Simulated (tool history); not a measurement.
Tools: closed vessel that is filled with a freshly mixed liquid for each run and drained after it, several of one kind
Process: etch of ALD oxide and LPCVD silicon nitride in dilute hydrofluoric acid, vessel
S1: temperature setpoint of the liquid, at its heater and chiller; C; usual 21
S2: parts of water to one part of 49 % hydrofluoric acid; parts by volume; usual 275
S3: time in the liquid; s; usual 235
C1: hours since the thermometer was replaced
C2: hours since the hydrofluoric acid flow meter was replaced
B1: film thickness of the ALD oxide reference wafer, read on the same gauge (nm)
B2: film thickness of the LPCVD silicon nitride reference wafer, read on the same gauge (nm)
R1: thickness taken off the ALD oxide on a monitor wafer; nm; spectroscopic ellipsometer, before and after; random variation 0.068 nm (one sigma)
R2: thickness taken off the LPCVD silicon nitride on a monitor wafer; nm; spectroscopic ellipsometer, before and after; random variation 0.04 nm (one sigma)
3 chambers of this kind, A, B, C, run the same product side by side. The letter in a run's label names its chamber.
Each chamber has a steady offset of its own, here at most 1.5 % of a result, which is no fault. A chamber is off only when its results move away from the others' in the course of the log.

run,hour,S1,S2,S3,C1,C2,B1,B2,R1,R2
1C,5.5,21,275,235,508.5,463.9,89.983,99.991,7.5086,0.35985
2A,12.4,21,275,235,510.2,899.5,89.999,99.970,7.4827,0.42303
3B,23.1,21,275,235,722.1,1111.0,89.997,100.010,7.6019,0.44973
4A,28.9,21,275,235,526.7,916.0,89.993,99.967,7.3652,0.43371
5B,40.5,21,275,235,739.5,1128.4,90.011,99.984,7.5784,0.36656
6C,51.6,21,275,235,554.6,510.0,90.001,99.987,7.4900,0.39975
7A,58.0,21,275,235,555.8,945.1,90.001,99.989,7.3486,0.38544
8C,68.8,19,235,235,571.8,527.2,90.008,100.010,8.5532,0.40913
9B,78.7,19,235,235,777.7,1166.6,90.013,99.998,8.6247,0.41926
10C,88.2,19,235,235,591.2,546.6,90.017,100.000,8.5873,0.49289
11A,99.3,21,275,235,597.1,986.4,90.015,100.020,7.3523,0.35587
12B,105.4,21,275,235,804.4,1193.3,89.994,100.030,7.5537,0.40929
13B,110.6,21,275,235,809.6,1198.5,90.018,100.020,7.4661,0.31808
14C,118.8,21,275,350,621.8,577.2,89.993,100.010,11.3520,0.60807
15A,127.7,21,275,350,625.5,1014.8,90.010,99.994,11.1190,0.51574
16B,139.0,21,275,350,838.0,1226.9,90.016,100.020,11.2320,0.47598
17A,145.4,21,275,235,643.2,1032.5,89.988,100.000,7.4326,0.37147
18C,157.0,24,275,235,660.0,615.4,89.999,99.988,8.4828,0.45316
19A,166.1,24,275,235,663.9,1053.2,89.998,99.990,8.2544,0.41962
20B,174.1,24,275,235,873.1,1262.0,90.009,100.000,8.4586,0.47728
21C,180.5,21,275,235,683.5,638.9,90.025,99.992,7.7354,0.38599
22C,185.5,21,275,235,688.5,643.9,90.010,100.000,7.5947,0.31962
23A,195.4,21,275,235,693.2,1082.5,89.998,99.976,7.4070,0.38882
24B,202.7,21,275,235,901.7,1290.6,90.002,99.999,7.4569,0.29221
25A,214.2,21,275,235,712.0,1101.3,89.990,100.000,7.4440,0.41755
26B,220.3,21,400,235,919.3,1308.2,90.002,99.980,4.6167,0.25437
27C,227.2,21,400,235,730.2,685.6,89.990,99.986,4.8490,0.25170
28C,232.3,21,400,235,735.3,690.7,90.018,99.982,4.8063,0.27676
29A,241.6,17,275,235,739.4,1128.7,89.993,99.966,6.3518,0.31127
30B,246.6,17,275,235,945.6,1334.5,90.013,99.985,6.4489,0.30632
31A,252.1,17,275,235,749.9,1139.2,89.992,99.988,6.2934,0.23757
32B,259.9,21,275,235,958.9,1347.8,89.976,99.989,7.5777,0.34649
33C,265.1,21,275,235,768.1,723.5,90.015,100.000,7.9553,0.46232
34B,274.6,21,275,235,973.6,1362.5,89.983,100.000,7.5143,0.39633
35A,283.8,21,275,235,781.6,1170.9,89.995,99.999,7.3605,0.36790
36C,293.3,21,400,340,796.3,751.7,89.995,99.966,7.1436,0.47207
37B,300.0,21,400,340,999.0,1387.9,89.992,99.992,6.6647,0.38738
38C,305.2,21,400,340,808.2,763.6,89.976,99.996,7.1498,0.45074
# hour 309.5: chamber B: hydrofluoric acid flow meter replaced
39A,311.9,21,275,235,809.7,1199.0,90.031,100.010,7.4038,0.45152
40B,322.5,21,275,235,1021.5,13.1,89.993,99.984,7.4689,0.41322
41C,330.2,21,275,235,833.2,788.6,89.996,100.030,8.1641,0.43336
42A,341.9,21,275,235,839.7,1229.0,89.983,99.987,7.3507,0.43762

Is one chamber off against the others, does the gauge drift, or is nothing wrong? If a chamber is off, say which, and what the likeliest cause is.

Chamber C drifts away from the others.
Cause: hydrofluoric acid flow above the setpoint (%) = 6.96.

Here are 4 candidates for chamber C's next run, each the usual settings with a change, their results left as question marks. Which one brings its results back in line with what the others give on the usual settings?
In line means no further than this from the other chambers' mean on the usual settings: R1 0.2400 nm; R2 0.14000 nm
43C-1,350.2,21,280,230,,,,,?,?
43C-2,350.2,21,265,245,,,,,?,?
43C-3,350.2,21,285,225,,,,,?,?
43C-4,350.2,21,270,240,,,,,?,?

The other chambers' mean on the usual settings: R1 7.4279 nm; R2 0.38531 nm
run,R1,R2
43C-1,7.7668,0.39985
43C-2,8.8615,0.44950
43C-3,7.4310,0.38445
43C-4,8.4810,0.43234
43C-3 brings the chamber back in line.
